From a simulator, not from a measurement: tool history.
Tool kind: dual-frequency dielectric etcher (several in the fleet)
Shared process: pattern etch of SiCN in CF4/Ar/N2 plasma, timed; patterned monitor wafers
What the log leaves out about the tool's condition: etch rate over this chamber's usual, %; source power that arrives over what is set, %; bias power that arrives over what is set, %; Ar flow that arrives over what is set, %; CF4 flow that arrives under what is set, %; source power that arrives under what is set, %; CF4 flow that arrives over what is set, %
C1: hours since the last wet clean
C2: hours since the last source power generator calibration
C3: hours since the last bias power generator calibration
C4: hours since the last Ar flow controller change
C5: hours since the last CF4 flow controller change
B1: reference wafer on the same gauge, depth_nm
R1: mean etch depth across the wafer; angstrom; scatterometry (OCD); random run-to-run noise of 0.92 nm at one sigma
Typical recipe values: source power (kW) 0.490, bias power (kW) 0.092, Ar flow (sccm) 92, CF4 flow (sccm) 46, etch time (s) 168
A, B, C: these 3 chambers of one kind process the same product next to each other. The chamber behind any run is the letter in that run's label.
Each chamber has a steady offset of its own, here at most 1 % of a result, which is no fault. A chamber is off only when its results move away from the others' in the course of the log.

Run 1B, hour 9.6: usual settings; C1 437.0; C2 63.4; C3 229.4; C4 1195.2; C5 2579.2; B1 186.03. Result: R1 1618.0 angstrom.
Run 2C, hour 18.2: usual settings; C1 557.6; C2 1085.1; C3 601.0; C4 1682.5; C5 1356.1; B1 185.82. Result: R1 1616.3 angstrom.
Run 3A, hour 27.0: usual settings; C1 131.3; C2 3701.3; C3 146.6; C4 2505.2; C5 2989.4; B1 186.09. Result: R1 1602.7 angstrom.
Run 4B, hour 34.5: usual settings; C1 461.9; C2 88.3; C3 254.3; C4 1220.1; C5 2604.1; B1 185.91. Result: R1 1606.3 angstrom.
Run 5A, hour 40.6: usual settings; C1 144.9; C2 3714.9; C3 160.2; C4 2518.8; C5 3003.0; B1 185.92. Result: R1 1603.8 angstrom.
Run 6C, hour 49.7: usual settings; C1 589.1; C2 1116.6; C3 632.5; C4 1714.0; C5 1387.6; B1 186.16. Result: R1 1593.2 angstrom.
Run 7C, hour 55.4: usual settings; C1 594.8; C2 1122.3; C3 638.2; C4 1719.7; C5 1393.3; B1 185.92. Result: R1 1602.8 angstrom.
At hour 60.7: chamber C: wet clean of the chamber.
Run 8B, hour 61.7: usual settings; C1 489.1; C2 115.5; C3 281.5; C4 1247.3; C5 2631.3; B1 186.15. Result: R1 1607.4 angstrom.
At hour 65.7: chamber A: Ar flow controller replaced.
Run 9A, hour 71.2: usual settings; C1 175.5; C2 3745.5; C3 190.8; C4 5.6; C5 3033.6; B1 185.99. Result: R1 1612.4 angstrom.
Run 10C, hour 76.8: usual settings; C1 16.2; C2 1143.7; C3 659.6; C4 1741.1; C5 1414.7; B1 185.96. Result: R1 1632.1 angstrom.
Run 11B, hour 81.6: usual settings; C1 509.0; C2 135.4; C3 301.4; C4 1267.2; C5 2651.2; B1 185.77. Result: R1 1621.4 angstrom.
Run 12A, hour 90.9: usual settings but bias power (kW) 0.078, Ar flow (sccm) 110; C1 195.2; C2 3765.2; C3 210.5; C4 25.3; C5 3053.3; B1 185.90. Result: R1 1459.0 angstrom.
Run 13B, hour 97.3: usual settings but bias power (kW) 0.078, Ar flow (sccm) 110; C1 524.7; C2 151.1; C3 317.1; C4 1282.9; C5 2666.9; B1 186.11. Result: R1 1468.4 angstrom.
Run 14A, hour 106.8: usual settings but bias power (kW) 0.078, Ar flow (sccm) 110; C1 211.1; C2 3781.1; C3 226.4; C4 41.2; C5 3069.2; B1 186.12. Result: R1 1468.3 angstrom.
Run 15C, hour 112.4: usual settings; C1 51.8; C2 1179.3; C3 695.2; C4 1776.7; C5 1450.3; B1 186.00. Result: R1 1622.2 angstrom.
Run 16A, hour 119.6: usual settings; C1 223.9; C2 3793.9; C3 239.2; C4 54.0; C5 3082.0; B1 185.83. Result: R1 1596.2 angstrom.
Run 17C, hour 126.1: usual settings; C1 65.5; C2 1193.0; C3 708.9; C4 1790.4; C5 1464.0; B1 185.87. Result: R1 1619.8 angstrom.
Run 18B, hour 135.1: usual settings; C1 562.5; C2 188.9; C3 354.9; C4 1320.7; C5 2704.7; B1 186.17. Result: R1 1630.9 angstrom.
Run 19C, hour 139.5: usual settings; C1 78.9; C2 1206.4; C3 722.3; C4 1803.8; C5 1477.4; B1 186.11. Result: R1 1633.1 angstrom.
At hour 141.9: chamber B: wet clean of the chamber.
Run 20B, hour 148.7: usual settings but bias power (kW) 0.110, CF4 flow (sccm) 56; C1 6.9; C2 202.5; C3 368.5; C4 1334.3; C5 2718.3; B1 186.13. Result: R1 1776.4 angstrom.
Run 21A, hour 155.0: usual settings but bias power (kW) 0.110, CF4 flow (sccm) 56; C1 259.3; C2 3829.3; C3 274.6; C4 89.4; C5 3117.4; B1 185.75. Result: R1 1763.5 angstrom.
Run 22C, hour 161.7: usual settings but bias power (kW) 0.110, CF4 flow (sccm) 56; C1 101.1; C2 1228.6; C3 744.5; C4 1826.0; C5 1499.6; B1 185.90. Result: R1 1827.1 angstrom.
Run 23B, hour 170.9: usual settings; C1 29.1; C2 224.7; C3 390.7; C4 1356.5; C5 2740.5; B1 185.80. Result: R1 1616.6 angstrom.
Run 24A, hour 177.1: usual settings but CF4 flow (sccm) 41; C1 281.4; C2 3851.4; C3 296.7; C4 111.5; C5 3139.5; B1 186.20. Result: R1 1578.3 angstrom.
Run 25B, hour 183.3: usual settings but CF4 flow (sccm) 41; C1 41.5; C2 237.1; C3 403.1; C4 1368.9; C5 2752.9; B1 185.99. Result: R1 1571.3 angstrom.
Run 26C, hour 192.8: usual settings but CF4 flow (sccm) 41; C1 132.2; C2 1259.7; C3 775.6; C4 1857.1; C5 1530.7; B1 186.06. Result: R1 1614.9 angstrom.
Run 27A, hour 198.0: usual settings; C1 302.3; C2 3872.3; C3 317.6; C4 132.4; C5 3160.4; B1 185.95. Result: R1 1598.8 angstrom.
Run 28B, hour 204.0: usual settings; C1 62.2; C2 257.8; C3 423.8; C4 1389.6; C5 2773.6; B1 186.09. Result: R1 1623.0 angstrom.
Run 29A, hour 211.3: usual settings; C1 315.6; C2 3885.6; C3 330.9; C4 145.7; C5 3173.7; B1 185.65. Result: R1 1601.9 angstrom.
Run 30C, hour 216.2: usual settings; C1 155.6; C2 1283.1; C3 799.0; C4 1880.5; C5 1554.1; B1 185.70. Result: R1 1662.3 angstrom.
Run 31C, hour 224.1: usual settings; C1 163.5; C2 1291.0; C3 806.9; C4 1888.4; C5 1562.0; B1 186.15. Result: R1 1664.0 angstrom.
Run 32A, hour 231.9: usual settings but Ar flow (sccm) 82; C1 336.2; C2 3906.2; C3 351.5; C4 166.3; C5 3194.3; B1 186.15. Result: R1 1641.1 angstrom.
Run 33B, hour 238.4: usual settings but Ar flow (sccm) 82; C1 96.6; C2 292.2; C3 458.2; C4 1424.0; C5 2808.0; B1 186.06. Result: R1 1662.5 angstrom.
Run 34C, hour 243.4: usual settings but Ar flow (sccm) 82; C1 182.8; C2 1310.3; C3 826.2; C4 1907.7; C5 1581.3; B1 185.97. Result: R1 1692.9 angstrom.
Run 35B, hour 251.8: usual settings but source power (kW) 0.370, Ar flow (sccm) 74; C1 110.0; C2 305.6; C3 471.6; C4 1437.4; C5 2821.4; B1 185.86. Result: R1 1305.2 angstrom.
Run 36A, hour 257.2: usual settings but source power (kW) 0.370, Ar flow (sccm) 74; C1 361.5; C2 3931.5; C3 376.8; C4 191.6; C5 3219.6; B1 185.63. Result: R1 1295.4 angstrom.
Run 37A, hour 261.6: usual settings but source power (kW) 0.370, Ar flow (sccm) 74; C1 365.9; C2 3935.9; C3 381.2; C4 196.0; C5 3224.0; B1 185.93. Result: R1 1303.2 angstrom.

One chamber off, gauge drift, or nothing amiss beyond the chambers' own small offsets? If it is a chamber, which one, and what is the likeliest cause?

Little by little, chamber C moves away from the other chambers.
Cause: source power that arrives over what is set, % = 4.48.

Which of the 4 candidates below, each the usual settings with something changed and its results left as question marks, puts chamber C back in line with what the other chambers give on the usual settings?
Maximum distance from the other chambers' mean on the usual settings for a result to count as in line: R1 32.0 angstrom
Run 38C-1, hour 268.7: usual settings but source power (kW) 0.500, bias power (kW) 0.093, etch time (s) 175.5. Result: R1 ?.
Run 38C-2, hour 268.7: usual settings but source power (kW) 0.500, etch time (s) 171.5. Result: R1 ?.
Run 38C-3, hour 268.7: usual settings but etch time (s) 162.0. Result: R1 ?.
Run 38C-4, hour 268.7: usual settings but source power (kW) 0.480, bias power (kW) 0.091, etch time (s) 160.5. Result: R1 ?.

Mean of the other chambers on the usual settings: R1 1612.0 angstrom
  run      R1
38C-1  1778.9
38C-2  1731.3
38C-3  1607.4
38C-4  1558.4
38C-3 is the one that brings the chamber's results back in line with the other chambers.

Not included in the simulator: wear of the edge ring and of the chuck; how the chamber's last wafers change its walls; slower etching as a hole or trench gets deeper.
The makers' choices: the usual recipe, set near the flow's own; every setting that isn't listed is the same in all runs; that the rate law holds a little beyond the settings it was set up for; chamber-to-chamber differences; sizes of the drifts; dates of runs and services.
